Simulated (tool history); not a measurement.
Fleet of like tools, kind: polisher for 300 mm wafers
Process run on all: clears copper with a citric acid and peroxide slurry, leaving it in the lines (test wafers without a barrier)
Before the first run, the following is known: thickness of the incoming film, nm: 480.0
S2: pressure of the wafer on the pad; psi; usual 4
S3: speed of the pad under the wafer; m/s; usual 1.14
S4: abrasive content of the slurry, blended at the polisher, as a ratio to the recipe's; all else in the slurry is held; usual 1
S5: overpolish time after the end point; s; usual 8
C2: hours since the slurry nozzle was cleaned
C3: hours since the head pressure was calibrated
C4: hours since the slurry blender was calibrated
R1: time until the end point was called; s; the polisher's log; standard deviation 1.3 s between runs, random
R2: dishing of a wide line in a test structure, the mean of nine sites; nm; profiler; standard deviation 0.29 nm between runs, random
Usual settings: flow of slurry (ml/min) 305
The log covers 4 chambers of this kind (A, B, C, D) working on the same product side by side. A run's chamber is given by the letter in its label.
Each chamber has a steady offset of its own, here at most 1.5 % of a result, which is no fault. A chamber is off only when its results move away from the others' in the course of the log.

{"hour": 8.9, "done": "chamber D: worn pad replaced by a new one"}
{"run": "1C", "hour": 9.2, "flow of slurry (ml/min)": 305, "S2": 4, "S3": 1.14, "S4": 1, "S5": 8, "wafers polished on this pad": 274, "C2": 250.6, "C3": 298.4, "C4": 68.6, "R1": 142.82, "R2": 20.323}
{"hour": 9.4, "done": "chamber B: worn pad replaced by a new one"}
{"run": "2A", "hour": 17.5, "flow of slurry (ml/min)": 305, "S2": 4, "S3": 1.14, "S4": 1, "S5": 8, "wafers polished on this pad": 952, "C2": 664.9, "C3": 217.9, "C4": 473.2, "R1": 143.34, "R2": 20.55}
{"hour": 24.3, "done": "chamber A: slurry blender recalibrated"}
{"run": "3B", "hour": 28.0, "flow of slurry (ml/min)": 305, "S2": 4, "S3": 1.14, "S4": 1, "S5": 8, "wafers polished on this pad": 101, "C2": 252.1, "C3": 802.2, "C4": 54.9, "R1": 140, "R2": 20.184}
{"hour": 30.7, "done": "chamber B: slurry nozzle cleaned"}
{"run": "4D", "hour": 38.2, "flow of slurry (ml/min)": 305, "S2": 4, "S3": 1.14, "S4": 1, "S5": 8, "wafers polished on this pad": 160, "C2": 560.1, "C3": 806.5, "C4": 395.8, "R1": 142.59, "R2": 20.373}
{"run": "5A", "hour": 47.6, "flow of slurry (ml/min)": 305, "S2": 4, "S3": 1.14, "S4": 1, "S5": 8, "wafers polished on this pad": 1116, "C2": 695, "C3": 248, "C4": 23.4, "R1": 142.8, "R2": 20.158}
{"run": "6D", "hour": 57.0, "flow of slurry (ml/min)": 305, "S2": 4, "S3": 1.14, "S4": 1, "S5": 8, "wafers polished on this pad": 262, "C2": 578.9, "C3": 825.3, "C4": 414.6, "R1": 141.82, "R2": 20.378}
{"hour": 58.0, "done": "chamber A: worn pad replaced by a new one"}
{"run": "7B", "hour": 63.1, "flow of slurry (ml/min)": 305, "S2": 4, "S3": 1.14, "S4": 1, "S5": 8, "wafers polished on this pad": 293, "C2": 32.5, "C3": 837.3, "C4": 90, "R1": 139.58, "R2": 20.732}
{"run": "8C", "hour": 70.2, "flow of slurry (ml/min)": 305, "S2": 4, "S3": 1.14, "S4": 0.85, "S5": 8, "wafers polished on this pad": 606, "C2": 311.6, "C3": 359.4, "C4": 129.6, "R1": 147.62, "R2": 20.115}
{"run": "9A", "hour": 77.3, "flow of slurry (ml/min)": 305, "S2": 4, "S3": 1.14, "S4": 0.85, "S5": 8, "wafers polished on this pad": 105, "C2": 724.7, "C3": 277.7, "C4": 53.1, "R1": 146.36, "R2": 20.332}
{"hour": 82.6, "done": "chamber C: worn pad replaced by a new one"}
{"run": "10B", "hour": 83.6, "flow of slurry (ml/min)": 305, "S2": 4, "S3": 1.14, "S4": 0.85, "S5": 8, "wafers polished on this pad": 404, "C2": 53, "C3": 857.8, "C4": 110.5, "R1": 147.84, "R2": 19.903}
{"hour": 85.5, "done": "chamber D: slurry blender recalibrated"}
{"hour": 88.3, "done": "chamber B: head pressure recalibrated"}
{"run": "11C", "hour": 91.7, "flow of slurry (ml/min)": 305, "S2": 4, "S3": 1.14, "S4": 0.85, "S5": 8, "wafers polished on this pad": 49, "C2": 333.1, "C3": 380.9, "C4": 151.1, "R1": 147.37, "R2": 19.242}
{"hour": 97.6, "done": "chamber C: head pressure recalibrated"}
{"run": "12D", "hour": 103.0, "flow of slurry (ml/min)": 305, "S2": 4, "S3": 1.14, "S4": 1, "S5": 8, "wafers polished on this pad": 513, "C2": 624.9, "C3": 871.3, "C4": 17.6, "R1": 142.95, "R2": 20.147}
{"hour": 105.5, "done": "chamber D: worn pad replaced by a new one"}
{"run": "13C", "hour": 110.5, "flow of slurry (ml/min)": 305, "S2": 4, "S3": 1.14, "S4": 1, "S5": 8, "wafers polished on this pad": 152, "C2": 351.9, "C3": 13, "C4": 169.9, "R1": 142.81, "R2": 20.327}
{"run": "14B", "hour": 116.3, "flow of slurry (ml/min)": 305, "S2": 4, "S3": 1.14, "S4": 1, "S5": 8, "wafers polished on this pad": 583, "C2": 85.7, "C3": 28, "C4": 143.2, "R1": 142.7, "R2": 20.216}
{"run": "15D", "hour": 125.3, "flow of slurry (ml/min)": 305, "S2": 4, "S3": 1.14, "S4": 1, "S5": 5, "wafers polished on this pad": 108, "C2": 647.2, "C3": 893.6, "C4": 39.9, "R1": 142.29, "R2": 12.89}
{"run": "16A", "hour": 131.6, "flow of slurry (ml/min)": 305, "S2": 4, "S3": 1.14, "S4": 1, "S5": 5, "wafers polished on this pad": 401, "C2": 779, "C3": 332, "C4": 107.4, "R1": 142.5, "R2": 13.415}
{"hour": 137.0, "done": "chamber C: slurry nozzle cleaned"}
{"run": "17C", "hour": 143.6, "flow of slurry (ml/min)": 305, "S2": 4, "S3": 1.14, "S4": 1, "S5": 5, "wafers polished on this pad": 332, "C2": 6.6, "C3": 46.1, "C4": 203, "R1": 143.57, "R2": 12.887}
{"run": "18B", "hour": 149.8, "flow of slurry (ml/min)": 305, "S2": 4, "S3": 1.14, "S4": 1, "S5": 5, "wafers polished on this pad": 765, "C2": 119.2, "C3": 61.5, "C4": 176.7, "R1": 139.21, "R2": 12.946}
{"run": "19D", "hour": 155.9, "flow of slurry (ml/min)": 305, "S2": 4, "S3": 1.14, "S4": 1, "S5": 8, "wafers polished on this pad": 275, "C2": 677.8, "C3": 924.2, "C4": 70.5, "R1": 143.19, "R2": 20.187}
{"hour": 159.0, "done": "chamber A: head pressure recalibrated"}
{"hour": 160.6, "done": "chamber D: slurry nozzle cleaned"}
{"run": "20A", "hour": 165.7, "flow of slurry (ml/min)": 385, "S2": 4, "S3": 1.14, "S4": 1, "S5": 5, "wafers polished on this pad": 587, "C2": 813.1, "C3": 6.8, "C4": 141.5, "R1": 136.13, "R2": 13.109}
{"hour": 168.1, "done": "chamber B: worn pad replaced by a new one"}
{"run": "21D", "hour": 174.2, "flow of slurry (ml/min)": 385, "S2": 4, "S3": 1.14, "S4": 1, "S5": 5, "wafers polished on this pad": 374, "C2": 13.6, "C3": 942.5, "C4": 88.8, "R1": 140.62, "R2": 13.266}
{"run": "22A", "hour": 180.5, "flow of slurry (ml/min)": 385, "S2": 4, "S3": 1.14, "S4": 1, "S5": 5, "wafers polished on this pad": 668, "C2": 827.9, "C3": 21.6, "C4": 156.3, "R1": 137.52, "R2": 13.422}
{"run": "23C", "hour": 190.0, "flow of slurry (ml/min)": 385, "S2": 4, "S3": 1.14, "S4": 1, "S5": 5, "wafers polished on this pad": 585, "C2": 53, "C3": 92.5, "C4": 249.4, "R1": 138.64, "R2": 13.062}
{"run": "24B", "hour": 195.8, "flow of slurry (ml/min)": 305, "S2": 4, "S3": 1.14, "S4": 1, "S5": 8, "wafers polished on this pad": 151, "C2": 165.2, "C3": 107.5, "C4": 222.7, "R1": 142.47, "R2": 20.178}
{"hour": 201.0, "done": "chamber D: worn pad replaced by a new one"}
{"hour": 201.3, "done": "chamber A: slurry nozzle cleaned"}
{"run": "25B", "hour": 204.9, "flow of slurry (ml/min)": 305, "S2": 4, "S3": 1.14, "S4": 1, "S5": 8, "wafers polished on this pad": 201, "C2": 174.3, "C3": 116.6, "C4": 231.8, "R1": 140.58, "R2": 20.008}
{"hour": 207.8, "done": "chamber C: worn pad replaced by a new one"}
{"run": "26A", "hour": 215.9, "flow of slurry (ml/min)": 305, "S2": 2.9, "S3": 1.14, "S4": 1, "S5": 8, "wafers polished on this pad": 861, "C2": 14.6, "C3": 57, "C4": 191.7, "R1": 191.6, "R2": 15.042}
{"run": "27D", "hour": 225.4, "flow of slurry (ml/min)": 305, "S2": 2.9, "S3": 1.14, "S4": 1, "S5": 8, "wafers polished on this pad": 133, "C2": 64.8, "C3": 993.7, "C4": 140, "R1": 196.45, "R2": 14.682}
{"run": "28C", "hour": 234.9, "flow of slurry (ml/min)": 305, "S2": 2.9, "S3": 1.14, "S4": 1, "S5": 8, "wafers polished on this pad": 147, "C2": 97.9, "C3": 137.4, "C4": 294.3, "R1": 194.53, "R2": 14.636}
{"hour": 235.7, "done": "chamber B: slurry nozzle cleaned"}
{"run": "29D", "hour": 246.8, "flow of slurry (ml/min)": 305, "S2": 2.9, "S3": 1.14, "S4": 1, "S5": 8, "wafers polished on this pad": 250, "C2": 86.2, "C3": 1015.1, "C4": 161.4, "R1": 194.15, "R2": 14.677}
{"run": "30B", "hour": 253.3, "flow of slurry (ml/min)": 305, "S2": 4, "S3": 1.14, "S4": 1, "S5": 6, "wafers polished on this pad": 464, "C2": 17.7, "C3": 165, "C4": 280.2, "R1": 142.18, "R2": 15.763}
{"run": "31A", "hour": 263.1, "flow of slurry (ml/min)": 305, "S2": 4, "S3": 1.14, "S4": 1, "S5": 6, "wafers polished on this pad": 1118, "C2": 61.8, "C3": 104.2, "C4": 238.9, "R1": 144.19, "R2": 15.095}
{"run": "32C", "hour": 271.0, "flow of slurry (ml/min)": 305, "S2": 4, "S3": 1.14, "S4": 1, "S5": 6, "wafers polished on this pad": 344, "C2": 134, "C3": 173.5, "C4": 330.4, "R1": 141.37, "R2": 15.899}
{"run": "33D", "hour": 282.7, "flow of slurry (ml/min)": 305, "S2": 4, "S3": 1.14, "S4": 1, "S5": 6, "wafers polished on this pad": 445, "C2": 122.1, "C3": 1051, "C4": 197.3, "R1": 142.53, "R2": 15.327}
{"run": "34C", "hour": 290.8, "flow of slurry (ml/min)": 305, "S2": 4, "S3": 1.14, "S4": 1, "S5": 8, "wafers polished on this pad": 452, "C2": 153.8, "C3": 193.3, "C4": 350.2, "R1": 142.93, "R2": 20.987}

Next, every chamber runs the same settings. What will each give?
{"run": "35A", "hour": 299.4, "flow of slurry (ml/min)": 305, "S2": 4, "S3": 1.26, "S4": 1, "S5": 8, "R1": "?", "R2": "?"}
{"run": "35B", "hour": 299.4, "flow of slurry (ml/min)": 305, "S2": 4, "S3": 1.26, "S4": 1, "S5": 8, "R1": "?", "R2": "?"}
{"run": "35C", "hour": 299.4, "flow of slurry (ml/min)": 305, "S2": 4, "S3": 1.26, "S4": 1, "S5": 8, "R1": "?", "R2": "?"}
{"run": "35D", "hour": 299.4, "flow of slurry (ml/min)": 305, "S2": 4, "S3": 1.26, "S4": 1, "S5": 8, "R1": "?", "R2": "?"}

run=35A R1=129.44 R2=22.033
run=35B R1=127.54 R2=22.143
run=35C R1=127.91 R2=22.464
run=35D R1=127.35 R2=22.053
